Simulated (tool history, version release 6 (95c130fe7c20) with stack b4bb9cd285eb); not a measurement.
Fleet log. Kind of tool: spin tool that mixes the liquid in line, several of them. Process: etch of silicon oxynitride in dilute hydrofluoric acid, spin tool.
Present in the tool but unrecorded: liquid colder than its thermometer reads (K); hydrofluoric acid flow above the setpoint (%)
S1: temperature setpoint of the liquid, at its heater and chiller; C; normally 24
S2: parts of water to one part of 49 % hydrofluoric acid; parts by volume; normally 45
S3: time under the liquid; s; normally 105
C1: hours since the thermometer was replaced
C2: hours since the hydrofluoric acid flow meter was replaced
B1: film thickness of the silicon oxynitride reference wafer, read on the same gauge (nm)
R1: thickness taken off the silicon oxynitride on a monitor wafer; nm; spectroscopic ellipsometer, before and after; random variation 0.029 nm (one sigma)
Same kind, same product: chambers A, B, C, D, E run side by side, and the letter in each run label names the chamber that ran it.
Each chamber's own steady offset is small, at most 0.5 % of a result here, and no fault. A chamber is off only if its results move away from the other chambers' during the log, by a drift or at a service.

run     day  S1  S2   S3      C1     C2      B1      R1
 1D   0.375  24  45  105  2100.6  461.3  50.032  6.4332
 2C     0.6  24  45  105   230.9  242.8  49.972  6.3855
      0.983  -- chamber D: thermometer replaced
 3E   1.021  24  45  105   844.5  533.8  50.008  6.4448
 4A   1.329  24  45  105   748.1    814  50.012   6.428
 5B   1.646  24  45  105  1113.7  411.3  50.025  6.4255
 6C     1.9  24  60   45   262.1    274   50.01  2.0359
 7A   2.283  24  60   45     771  836.9      50  2.0447
 8D   2.588  24  60   45    38.5  514.4  49.998  2.0306
 9B   2.871  24  60   45  1143.1  440.7  50.016  2.0317
      3.021  -- chamber A: hydrofluoric acid flow meter replaced
10E   3.271  24  60   45   898.5  587.8  50.025  2.0417
11D   3.583  24  45  105    62.4  538.3  49.995  6.4345
12B   4.025  24  45  105  1170.8  468.4  49.994  6.3939
13C   4.242  24  45  105   318.3  330.2  49.967  6.3887
14A     4.5  24  45  105   824.2   35.5  50.008  6.4382
15E   4.717  24  45  105   933.2  622.5  49.977  6.4222
16C   5.033  24  45  105   337.3  349.2  50.019  6.4075
17A   5.292  22  60  105   843.2   54.5   50.01  4.3196
18B   5.562  22  60  105  1207.7  505.3  50.023  4.3414
19E   5.904  22  60  105   961.7    651  50.019  4.3035
20D   6.138  22  60  105   123.7  599.6      50  4.2855
21A   6.442  22  60  105   870.8   82.1  50.025  4.3129
22B   6.654  24  45  105  1233.9  531.5  50.021  6.3773
23C   6.908  24  45  105   382.3  394.2  50.004  6.4384
24E   7.271  24  45  105   994.5  683.8  49.969  6.4533
25D   7.633  24  45  105   159.6  635.5  49.975  6.4721
26A   8.012  24  45  105   908.5  119.8  49.988   6.396
27B   8.325  24  45  105    1274  571.6  49.997  6.4311
28E   8.538  24  45  105  1024.9  714.2      50  6.3964
29C   8.862  24  45  105   429.2  441.1  49.978  6.3402
30D   9.275  24  45  105     199  674.9  50.006  6.4739
31D     9.7  24  35   60   209.2  685.1  49.982   4.771
32E  10.138  24  35   60  1063.3  752.6  49.982  4.7377
33B  10.579  24  35   60  1328.1  625.7  50.031  4.7504
34C  10.812  24  35   60     476  487.9   49.99  4.7428
35A   11.25  24  35   60   986.2  197.5  49.992  4.7575
36B  11.621  24  65  105  1353.1  650.7  49.976  4.3897
37D  11.938  24  65  105   262.9  738.8  50.051  4.3633
38E  12.204  24  65  105  1112.9  802.2  49.965  4.3794

Predict what each chamber gives when all 5 of them run the settings below next.
39A  12.525  20.5  45  105               ?
39B  12.525  20.5  45  105               ?
39C  12.525  20.5  45  105               ?
39D  12.525  20.5  45  105               ?
39E  12.525  20.5  45  105               ?

run      R1
39A  5.4072
39B  5.4175
39C  5.3986
39D  5.4072
39E  5.3793
